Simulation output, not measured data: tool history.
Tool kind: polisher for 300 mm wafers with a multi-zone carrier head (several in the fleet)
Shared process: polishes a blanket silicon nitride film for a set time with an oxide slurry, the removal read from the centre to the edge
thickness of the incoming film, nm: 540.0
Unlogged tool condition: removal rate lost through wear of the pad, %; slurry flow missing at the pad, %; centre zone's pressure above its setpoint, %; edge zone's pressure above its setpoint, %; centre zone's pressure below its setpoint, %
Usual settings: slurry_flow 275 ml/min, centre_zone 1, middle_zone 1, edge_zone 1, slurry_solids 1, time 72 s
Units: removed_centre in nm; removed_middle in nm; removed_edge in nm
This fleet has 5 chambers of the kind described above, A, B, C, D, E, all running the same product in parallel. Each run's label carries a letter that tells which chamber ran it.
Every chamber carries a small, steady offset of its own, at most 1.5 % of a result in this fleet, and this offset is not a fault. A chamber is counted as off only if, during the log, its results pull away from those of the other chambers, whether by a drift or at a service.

run   hour  slurry_flow  centre_zone  middle_zone  edge_zone  slurry_solids  time  wafers polished on this pad  hours since the slurry nozzle was cleaned  hours since the centre zone pressure was calibrated  hours since the edge zone pressure was calibrated  removed_centre  removed_middle  removed_edge
         3  -- chamber A: slurry nozzle cleaned
 1A      8          275            1            1          1              1    72                          344                                        5.1                                                567.2                                             1030.1          56.317          56.565        54.876
 2C   16.4          275            1            1          1              1    72                          534                                        495                                                251.3                                              276.9           55.61           55.41         56.69
      17.7  -- chamber E: worn pad replaced by a new one
 3D   26.9          275            1            1          1              1    72                          289                                       95.9                                                752.6                                                 70          56.182          56.205        56.261
      29.8  -- chamber E: centre zone pressure recalibrated
      34.3  -- chamber A: worn pad replaced by a new one
 4E     36          275            1            1          1              1    72                          190                                      122.7                                                  6.3                                              336.7          56.221          57.002        57.497
 5B   45.7          275            1            1          1              1    72                          957                                      460.3                                                284.7                                              178.8          57.058          55.539        56.438
 6B   52.1          275            1            1          1              1    72                         1024                                      466.7                                                291.1                                              185.2          56.866          55.694        56.654
 7D   57.5          275            1            1          1              1    72                          606                                      126.5                                                783.2                                              100.6          56.331          56.382        56.047
 8C   63.1          275            1            1          1              1    72                         1019                                      541.7                                                  298                                              323.6          56.328           56.27        56.619
      66.4  -- chamber B: worn pad replaced by a new one
 9A   73.3          275            1            1          1              1    72                          405                                       70.4                                                632.5                                             1095.4          56.782          56.702        55.607
      78.1  -- chamber A: edge zone pressure recalibrated
      78.1  -- chamber C: worn pad replaced by a new one
10E   79.2          275            1            1          1              1    72                          638                                      165.9                                                 49.5                                              379.9            57.6          56.652        55.205
      81.7  -- chamber B: slurry nozzle cleaned
11B   89.4          275            1            1          1              1    72                          239                                        7.7                                                328.4                                              222.5          56.164          56.555         56.52
      90.3  -- chamber A: worn pad replaced by a new one
12D   97.1          325            1            1          1              1    72                         1017                                      166.1                                                822.8                                              140.2          57.759           56.61        56.583
13E  105.9          325            1            1          1              1    72                          916                                      192.6                                                 76.2                                              406.6          58.766          56.776        57.001
     108.1  -- chamber E: worn pad replaced by a new one
14A  115.7          325            1            1          1              1    72                          263                                      112.8                                                674.9                                               37.7          57.059          57.579        57.192
15C  120.4          325            1            1          1              1    72                          439                                        599                                                355.3                                              380.9          56.275          58.255         57.13
     120.7  -- chamber D: worn pad replaced by a new one
16B  128.2          325            1            1          1              1    72                          642                                       46.5                                                367.2                                              261.3          56.976          57.241        57.473
17A  138.9          275         0.88            1          1            0.8    72                          504                                        136                                                698.1                                               60.9          43.658          50.409         50.13
18E  146.9          275         0.88            1          1            0.8    72                          402                                      233.6                                                117.2                                              447.6          44.026          51.487        50.836
     150.8  -- chamber A: worn pad replaced by a new one
19C  152.7          275         0.88            1          1            0.8    72                          775                                      631.3                                                387.6                                              413.2          43.637          50.161         51.62
20D    163          275         0.88            1          1            0.8    72                          439                                        232                                                888.7                                              206.1          44.563           49.96        50.859
     168.8  -- chamber B: worn pad replaced by a new one
21D  169.8          275         0.88            1          1            0.8    72                          510                                      238.8                                                895.5                                              212.9           43.85          50.202        49.971
22E  174.5          275            1            1          1              1    72                          689                                      261.2                                                144.8                                              475.2          55.974          56.588        57.415
23B  181.1          275            1            1          1              1    72                          127                                       99.4                                                420.1                                              314.2          56.855          55.366        56.585
24C    190          275            1            1          1              1    72                         1162                                      668.6                                                424.9                                              450.5          56.436          56.637        56.974
25A  198.8          275            1            1          1              1    72                          498                                      195.9                                                  758                                              120.8          55.911          55.703        54.935
       200  -- chamber E: worn pad replaced by a new one
26D  209.6          275            1            1          1              1    72                          923                                      278.6                                                935.3                                              252.7          55.886          55.379        54.615
     209.7  -- chamber A: worn pad replaced by a new one
     211.9  -- chamber C: worn pad replaced by a new one
27A  215.7          275            1            1          1              1    72                           63                                      212.8                                                774.9                                              137.7          55.867          56.178        55.891
     226.3  -- chamber A: slurry nozzle cleaned
28B  226.4          275         0.88            1          1              1    72                          598                                      144.7                                                465.4                                              359.5          48.681          56.465        56.171
29E  234.8          275         0.88            1          1              1    72                          361                                      321.5                                                205.1                                              535.5          48.976           57.11        55.671
     235.5  -- chamber D: worn pad replaced by a new one
30C  244.7          275         0.88            1          1              1    72                          340                                      723.3                                                479.6                                              505.2          48.994          56.031        56.609
31C  252.5          275         0.88            1          1              1    72                          421                                      731.1                                                487.4                                                513          48.616          55.213         55.94
     256.5  -- chamber B: centre zone pressure recalibrated
     259.9  -- chamber B: worn pad replaced by a new one
32A  262.1          275         0.88            1          1              1    72                          544                                       35.9                                                821.3                                              184.1          48.478          55.864        54.677
     266.4  -- chamber A: worn pad replaced by a new one
33E    271          275            1         0.93          1              1    72                          737                                      357.7                                                241.3                                              571.7          56.499           53.04        56.759
34D  277.7          275            1         0.93          1              1    72                          438                                      346.7                                               1003.4                                              320.8          56.936          51.864        55.379
35B  282.8          275            1         0.93          1              1    72                          238                                      201.1                                                 26.3                                              415.9          56.444          53.222        56.836
     284.9  -- chamber E: slurry nozzle cleaned
36D  287.6          275            1         0.93          1              1    72                          541                                      356.6                                               1013.3                                              330.7          56.028          52.774         56.46
     292.1  -- chamber E: worn pad replaced by a new one
37A  293.8          275            1         0.93          1              1    72                          285                                       67.6                                                  853                                              215.8          56.331          52.157        56.519
38E  300.5          275            1            1          1              1    72                           87                                       15.6                                                270.8                                              601.2          56.589           56.56        57.042
39C  305.5          275            1            1        0.9           1.15    72                          971                                      784.1                                                540.4                                                566          60.066          59.741         56.48

Each of the 5 chambers runs these same settings next. Fill in every chamber's results:
40A  313.3          275            1            1          1           0.85    72                                                                                                                                                                                               ?               ?             ?
40B  313.3          275            1            1          1           0.85    72                                                                                                                                                                                               ?               ?             ?
40C  313.3          275            1            1          1           0.85    72                                                                                                                                                                                               ?               ?             ?
40D  313.3          275            1            1          1           0.85    72                                                                                                                                                                                               ?               ?             ?
40E  313.3          275            1            1          1           0.85    72                                                                                                                                                                                               ?               ?             ?

run  removed_centre  removed_middle  removed_edge
40A          51.292          51.714        51.918
40B          52.073           51.99        51.752
40C          51.925          51.562        52.816
40D          52.257           52.01        52.178
40E          52.512          52.482         51.41
